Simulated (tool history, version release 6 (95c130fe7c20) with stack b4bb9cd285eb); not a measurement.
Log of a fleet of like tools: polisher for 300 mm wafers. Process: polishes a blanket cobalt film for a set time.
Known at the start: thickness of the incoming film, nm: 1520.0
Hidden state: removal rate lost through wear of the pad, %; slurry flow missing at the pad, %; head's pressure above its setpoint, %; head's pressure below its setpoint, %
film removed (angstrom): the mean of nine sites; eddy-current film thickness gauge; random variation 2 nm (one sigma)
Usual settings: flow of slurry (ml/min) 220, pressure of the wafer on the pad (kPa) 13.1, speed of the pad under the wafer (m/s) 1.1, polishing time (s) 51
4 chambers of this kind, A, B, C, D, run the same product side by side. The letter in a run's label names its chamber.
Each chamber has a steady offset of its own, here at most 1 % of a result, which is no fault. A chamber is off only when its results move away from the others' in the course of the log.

run	hour	flow of slurry (ml/min)	pressure of the wafer on the pad (kPa)	speed of the pad under the wafer (m/s)	polishing time (s)	wafers polished on this pad	hours since the slurry nozzle was cleaned	hours since the head pressure was calibrated	film removed (angstrom)
1D	2.5	220	13.1	1.1	51	580	586.1	458.5	2779.2
2A	5	220	13.1	1.1	51	590	192.3	185.8	2783.9
3C	8	220	13.1	1.1	51	112	519.8	309.5	2790.7
4B	12	220	13.1	1.1	51	1009	318.4	458.9	2801.2
# hour 14.2: chamber A: worn pad replaced by a new one
5C	15.4	220	13.1	1.1	51	182	527.2	316.9	2799
6A	18.7	220	13.1	1.1	51	43	206	199.5	2784
7B	23	220	13.1	1.1	51	1113	329.4	469.9	2832.1
8D	27.8	220	13.1	1.1	51	820	611.4	483.8	2783.1
9B	31.7	220	13.1	1.1	51	1196	338.1	478.6	2825.2
10C	34	220	13.1	1.1	51	358	545.8	335.5	2807.8
11D	38.5	220	13.1	1.1	51	921	622.1	494.5	2755.5
# hour 38.6: chamber B: slurry nozzle cleaned
# hour 40.1: chamber B: worn pad replaced by a new one
12A	42	220	13.1	1.1	51	263	229.3	222.8	2811.9
13B	45.1	220	13.1	1.1	51	48	6.5	492	2767.3
14D	48	220	13.1	1.1	51	1011	631.6	504	2775.5
15C	51.7	220	13.1	1.1	51	526	563.5	353.2	2786.3
16A	53.8	220	13.1	1.1	51	375	241.1	234.6	2864.2
17D	56.8	220	13.1	1.1	51	1094	640.4	512.8	2788.1
# hour 58.4: chamber D: worn pad replaced by a new one
18B	59.5	220	13.1	1.1	51	184	20.9	506.4	2754.4
19A	63.4	220	13.1	1.1	51	466	250.7	244.2	2808.4
20C	68	220	13.1	1.1	51	680	579.8	369.5	2754.9
21A	72.1	220	13.1	1.1	51	548	259.4	252.9	2779.6
22B	75	220	13.1	1.1	51	331	36.4	521.9	2686.2
23C	79.9	220	13.1	1.1	51	793	591.7	381.4	2800.6
# hour 83.8: chamber C: head pressure recalibrated
24D	84.3	220	13.1	1.1	51	245	667.9	540.3	2783.8
25D	89.2	220	13.1	1.1	51	291	672.8	545.2	2784
26C	93.2	220	13.1	1.1	51	918	605	9.5	2796.6
# hour 93.3: chamber A: worn pad replaced by a new one
27A	95.9	220	13.1	1.1	51	24	283.2	276.7	2800.6
28B	98.9	220	13.1	1.1	51	557	60.3	545.8	2647.3

All 4 chambers run these settings next. Forecast each chamber's results:
29A	102.4	220	13.1	1.1	45				?
29B	102.4	220	13.1	1.1	45				?
29C	102.4	220	13.1	1.1	45				?
29D	102.4	220	13.1	1.1	45				?

run	film removed (angstrom)
29A	2504.2
29B	2312.4
29C	2492.7
29D	2426.1
